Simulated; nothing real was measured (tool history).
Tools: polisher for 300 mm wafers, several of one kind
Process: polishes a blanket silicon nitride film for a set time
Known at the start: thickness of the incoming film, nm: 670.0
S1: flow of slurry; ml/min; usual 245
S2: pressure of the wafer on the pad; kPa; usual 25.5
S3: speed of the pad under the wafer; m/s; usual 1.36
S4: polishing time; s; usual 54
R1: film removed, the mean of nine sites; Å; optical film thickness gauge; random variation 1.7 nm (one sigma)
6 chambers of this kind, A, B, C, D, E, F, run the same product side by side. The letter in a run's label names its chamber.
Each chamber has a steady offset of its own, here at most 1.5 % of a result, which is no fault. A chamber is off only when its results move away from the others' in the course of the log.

{"run": "1B", "day": 0.229, "S1": 245, "S2": 25.5, "S3": 1.36, "S4": 54, "R1": 1364.1}
{"run": "2C", "day": 0.55, "S1": 245, "S2": 25.5, "S3": 1.36, "S4": 54, "R1": 1356.4}
{"day": 0.733, "done": "chamber E: worn pad replaced by a new one"}
{"day": 0.767, "done": "chamber D: worn pad replaced by a new one"}
{"run": "3F", "day": 0.767, "S1": 245, "S2": 25.5, "S3": 1.36, "S4": 54, "R1": 1359.4}
{"day": 0.992, "done": "chamber C: worn pad replaced by a new one"}
{"run": "4A", "day": 0.992, "S1": 245, "S2": 25.5, "S3": 1.36, "S4": 54, "R1": 1350.7}
{"run": "5D", "day": 1.279, "S1": 245, "S2": 25.5, "S3": 1.36, "S4": 54, "R1": 1344.7}
{"day": 1.567, "done": "chamber B: worn pad replaced by a new one"}
{"run": "6E", "day": 1.629, "S1": 245, "S2": 25.5, "S3": 1.36, "S4": 54, "R1": 1335.9}
{"run": "7A", "day": 1.933, "S1": 245, "S2": 25.5, "S3": 1.36, "S4": 54, "R1": 1340.8}
{"day": 2.083, "done": "chamber A: worn pad replaced by a new one"}
{"day": 2.154, "done": "chamber E: head pressure recalibrated"}
{"run": "8D", "day": 2.275, "S1": 245, "S2": 25.5, "S3": 1.36, "S4": 54, "R1": 1371.7}
{"day": 2.408, "done": "chamber F: worn pad replaced by a new one"}
{"run": "9C", "day": 2.554, "S1": 245, "S2": 25.5, "S3": 1.36, "S4": 54, "R1": 1377.7}
{"run": "10F", "day": 2.829, "S1": 245, "S2": 32.4, "S3": 1, "S4": 54, "R1": 1342.4}
{"day": 2.904, "done": "chamber E: worn pad replaced by a new one"}
{"run": "11B", "day": 3.008, "S1": 245, "S2": 32.4, "S3": 1, "S4": 54, "R1": 1369.8}
{"run": "12E", "day": 3.167, "S1": 245, "S2": 32.4, "S3": 1, "S4": 54, "R1": 1340}
{"run": "13B", "day": 3.392, "S1": 245, "S2": 32.4, "S3": 1, "S4": 54, "R1": 1354.3}
{"run": "14A", "day": 3.633, "S1": 245, "S2": 32.4, "S3": 1, "S4": 54, "R1": 1399.3}
{"day": 3.704, "done": "chamber D: worn pad replaced by a new one"}
{"day": 3.896, "done": "chamber B: worn pad replaced by a new one"}
{"run": "15F", "day": 3.962, "S1": 245, "S2": 32.4, "S3": 1, "S4": 54, "R1": 1364.8}
{"run": "16D", "day": 4.233, "S1": 245, "S2": 25.5, "S3": 1.54, "S4": 54, "R1": 1500}
{"run": "17E", "day": 4.496, "S1": 245, "S2": 25.5, "S3": 1.54, "S4": 54, "R1": 1488.7}
{"run": "18C", "day": 4.725, "S1": 245, "S2": 25.5, "S3": 1.54, "S4": 54, "R1": 1471.7}
{"run": "19F", "day": 4.908, "S1": 245, "S2": 25.5, "S3": 1.54, "S4": 54, "R1": 1516.7}
{"day": 5.008, "done": "chamber C: worn pad replaced by a new one"}
{"run": "20D", "day": 5.108, "S1": 245, "S2": 25.5, "S3": 1.54, "S4": 54, "R1": 1495.5}
{"day": 5.371, "done": "chamber E: worn pad replaced by a new one"}
{"run": "21B", "day": 5.425, "S1": 245, "S2": 25.5, "S3": 1.54, "S4": 54, "R1": 1498}
{"day": 5.454, "done": "chamber B: head pressure recalibrated"}
{"day": 5.683, "done": "chamber A: worn pad replaced by a new one"}
{"run": "22A", "day": 5.725, "S1": 245, "S2": 29.6, "S3": 1.36, "S4": 46, "R1": 1404.9}
{"run": "23C", "day": 6.058, "S1": 245, "S2": 29.6, "S3": 1.36, "S4": 46, "R1": 1337.8}
{"day": 6.246, "done": "chamber A: slurry nozzle cleaned"}
{"day": 6.321, "done": "chamber F: worn pad replaced by a new one"}
{"run": "24E", "day": 6.396, "S1": 245, "S2": 29.6, "S3": 1.36, "S4": 46, "R1": 1313}
{"day": 6.4, "done": "chamber B: worn pad replaced by a new one"}
{"run": "25F", "day": 6.679, "S1": 245, "S2": 29.6, "S3": 1.36, "S4": 46, "R1": 1371.3}
{"run": "26A", "day": 6.971, "S1": 245, "S2": 29.6, "S3": 1.36, "S4": 46, "R1": 1461.3}
{"day": 7.308, "done": "chamber D: worn pad replaced by a new one"}
{"run": "27D", "day": 7.312, "S1": 245, "S2": 29.6, "S3": 1.36, "S4": 46, "R1": 1353.1}
{"run": "28E", "day": 7.575, "S1": 245, "S2": 25.5, "S3": 1.36, "S4": 54, "R1": 1327.6}
{"day": 7.738, "done": "chamber E: worn pad replaced by a new one"}
{"run": "29B", "day": 7.821, "S1": 245, "S2": 25.5, "S3": 1.36, "S4": 54, "R1": 1383.1}
{"run": "30C", "day": 8.175, "S1": 245, "S2": 25.5, "S3": 1.36, "S4": 54, "R1": 1390.1}
{"run": "31B", "day": 8.492, "S1": 245, "S2": 25.5, "S3": 1.36, "S4": 54, "R1": 1339.4}
{"run": "32E", "day": 8.75, "S1": 245, "S2": 25.5, "S3": 1.36, "S4": 54, "R1": 1309}
{"day": 8.85, "done": "chamber A: worn pad replaced by a new one"}
{"run": "33A", "day": 9.054, "S1": 245, "S2": 25.5, "S3": 1.36, "S4": 54, "R1": 1498.5}
{"day": 9.346, "done": "chamber C: worn pad replaced by a new one"}
{"run": "34C", "day": 9.354, "S1": 245, "S2": 25.5, "S3": 1.36, "S4": 54, "R1": 1361}
{"run": "35F", "day": 9.638, "S1": 245, "S2": 25.5, "S3": 1.36, "S4": 54, "R1": 1349.3}
{"run": "36D", "day": 9.883, "S1": 290, "S2": 25.5, "S3": 1.2, "S4": 54, "R1": 1261.8}

What goes on in this fleet: one chamber off, a drifting gauge, or nothing beyond the chambers' own small offsets? Name the chamber and the cause, if any.

Chamber A drifts away from the others.
Cause: head's pressure above its setpoint, % = 9.68.

Here are 4 candidates for chamber A's next run, each the usual settings with a change, their results left as question marks. Which one brings its results back in line with what the others give on the usual settings?
In line means no further than this from the other chambers' mean on the usual settings: R1 58 Å
{"run": "37A-1", "day": 10.142, "S1": 245, "S2": 25.5, "S3": 1.32, "S4": 54, "R1": "?"}
{"run": "37A-2", "day": 10.142, "S1": 245, "S2": 25.5, "S3": 1.4, "S4": 54, "R1": "?"}
{"run": "37A-3", "day": 10.142, "S1": 245, "S2": 24.1, "S3": 1.36, "S4": 51, "R1": "?"}
{"run": "37A-4", "day": 10.142, "S1": 245, "S2": 25.5, "S3": 1.42, "S4": 57, "R1": "?"}

The other chambers' mean on the usual settings: R1 1348.6 Å
run=37A-1 R1=1454
run=37A-2 R1=1523.6
run=37A-3 R1=1330.2
run=37A-4 R1=1626.5
37A-3 brings the chamber back in line.
